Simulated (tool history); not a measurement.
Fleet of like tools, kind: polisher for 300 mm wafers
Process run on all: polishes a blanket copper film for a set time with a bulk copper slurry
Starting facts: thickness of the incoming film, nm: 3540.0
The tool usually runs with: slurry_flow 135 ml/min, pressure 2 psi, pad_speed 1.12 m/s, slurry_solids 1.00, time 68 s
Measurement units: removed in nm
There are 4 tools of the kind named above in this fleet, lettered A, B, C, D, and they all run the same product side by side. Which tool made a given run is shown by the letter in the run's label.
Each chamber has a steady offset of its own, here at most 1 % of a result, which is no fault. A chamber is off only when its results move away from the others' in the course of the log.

| run | day | slurry_flow | pressure | pad_speed | slurry_solids | time | removed |
|---|---|---|---|---|---|---|---|
| 1C | 0.196 | 135 | 2 | 1.12 | 1.00 | 68 | 448.88 |
| 2D | 0.346 | 135 | 2 | 1.12 | 1.00 | 68 | 448.22 |
| 3A | 0.538 | 135 | 2 | 1.12 | 1.00 | 68 | 449.76 |
| 4B | 0.767 | 135 | 2 | 1.12 | 1.00 | 68 | 450.36 |
| 5B | 0.967 | 135 | 2 | 1.12 | 1.00 | 68 | 448.43 |
| 6D | 1.254 | 135 | 2 | 1.12 | 1.00 | 68 | 451.29 |
| 7A | 1.458 | 135 | 2 | 1.12 | 1.00 | 68 | 442.11 |
| 8C | 1.692 | 135 | 2 | 1.12 | 1.00 | 68 | 451.92 |
| 9D | 1.975 | 135 | 2 | 1.12 | 1.00 | 68 | 446.30 |
|  | 2.208 | chamber A: slurry blender recalibrated |
| 10C | 2.258 | 135 | 2 | 1.12 | 1.00 | 68 | 447.20 |
|  | 2.342 | chamber D: slurry nozzle cleaned |
| 11A | 2.571 | 135 | 2 | 1.12 | 1.00 | 68 | 450.72 |
|  | 2.804 | chamber D: worn pad replaced by a new one |
| 12B | 2.858 | 135 | 2 | 1.12 | 1.00 | 68 | 449.39 |
| 13D | 3.117 | 135 | 2 | 1.12 | 1.00 | 68 | 445.21 |
|  | 3.125 | chamber C: slurry blender recalibrated |
|  | 3.196 | chamber D: slurry blender recalibrated |
| 14C | 3.362 | 135 | 2 | 1.12 | 1.00 | 68 | 448.39 |
| 15A | 3.638 | 135 | 2 | 1.12 | 1.00 | 68 | 446.85 |
| 16B | 3.775 | 135 | 2 | 1.12 | 1.00 | 68 | 447.61 |
| 17A | 3.921 | 135 | 2 | 1.12 | 1.00 | 68 | 448.64 |
|  | 3.962 | chamber B: slurry nozzle cleaned |
| 18B | 4.088 | 135 | 2 | 1.12 | 1.00 | 68 | 447.37 |
| 19C | 4.354 | 135 | 2 | 1.12 | 1.00 | 68 | 438.82 |
| 20D | 4.592 | 135 | 2 | 1.12 | 1.00 | 68 | 446.87 |
| 21B | 4.771 | 135 | 2 | 1.12 | 1.00 | 68 | 447.53 |
| 22A | 4.921 | 135 | 2 | 1.12 | 1.00 | 68 | 446.49 |
| 23C | 5.179 | 135 | 2 | 1.12 | 1.00 | 68 | 441.41 |
| 24D | 5.417 | 135 | 2 | 1.40 | 1.00 | 68 | 557.87 |
|  | 5.429 | chamber C: slurry nozzle cleaned |
| 25C | 5.696 | 135 | 2 | 1.40 | 1.00 | 68 | 549.23 |
| 26B | 5.971 | 135 | 2 | 1.40 | 1.00 | 68 | 567.74 |
| 27D | 6.217 | 135 | 2 | 1.40 | 1.00 | 68 | 553.67 |
|  | 6.292 | chamber A: worn pad replaced by a new one |
| 28A | 6.438 | 135 | 2 | 1.12 | 1.00 | 68 | 445.00 |
| 29B | 6.600 | 135 | 2 | 1.12 | 1.00 | 68 | 453.34 |
| 30A | 6.892 | 135 | 2 | 1.12 | 1.00 | 68 | 447.56 |
|  | 7.012 | chamber A: head pressure recalibrated |
|  | 7.025 | chamber A: slurry blender recalibrated |
| 31C | 7.121 | 135 | 2 | 1.12 | 1.00 | 68 | 437.98 |
| 32D | 7.317 | 135 | 2 | 1.12 | 1.00 | 68 | 446.50 |
| 33C | 7.533 | 135 | 2 | 0.96 | 1.00 | 68 | 373.25 |
|  | 7.642 | chamber D: slurry blender recalibrated |
| 34B | 7.800 | 135 | 2 | 0.96 | 1.00 | 68 | 385.28 |
| 35A | 8.075 | 135 | 2 | 0.96 | 1.00 | 68 | 383.43 |
| 36D | 8.338 | 135 | 2 | 0.96 | 1.00 | 68 | 387.38 |
|  | 8.350 | chamber B: worn pad replaced by a new one |
|  | 8.554 | chamber D: worn pad replaced by a new one |
| 37A | 8.596 | 135 | 2 | 1.12 | 1.00 | 68 | 446.11 |
| 38B | 8.779 | 135 | 2 | 1.12 | 1.00 | 68 | 448.77 |
| 39D | 8.942 | 135 | 2 | 1.12 | 1.00 | 68 | 448.41 |
| 40C | 9.158 | 135 | 2 | 1.12 | 1.25 | 68 | 453.18 |
| 41A | 9.408 | 135 | 2 | 1.12 | 1.25 | 68 | 470.28 |
| 42C | 9.704 | 135 | 2 | 1.12 | 1.25 | 68 | 452.79 |
| 43B | 9.971 | 135 | 2 | 1.12 | 1.25 | 68 | 466.52 |

Predict what each chamber gives when all 4 of them run the settings below next.
| 44A | 10.192 | 135 | 2 | 1.12 | 1.10 | 68 | ? |
| 44B | 10.192 | 135 | 2 | 1.12 | 1.10 | 68 | ? |
| 44C | 10.192 | 135 | 2 | 1.12 | 1.10 | 68 | ? |
| 44D | 10.192 | 135 | 2 | 1.12 | 1.10 | 68 | ? |

| run | removed |
|---|---|
| 44A | 453.41 |
| 44B | 460.02 |
| 44C | 439.06 |
| 44D | 458.40 |
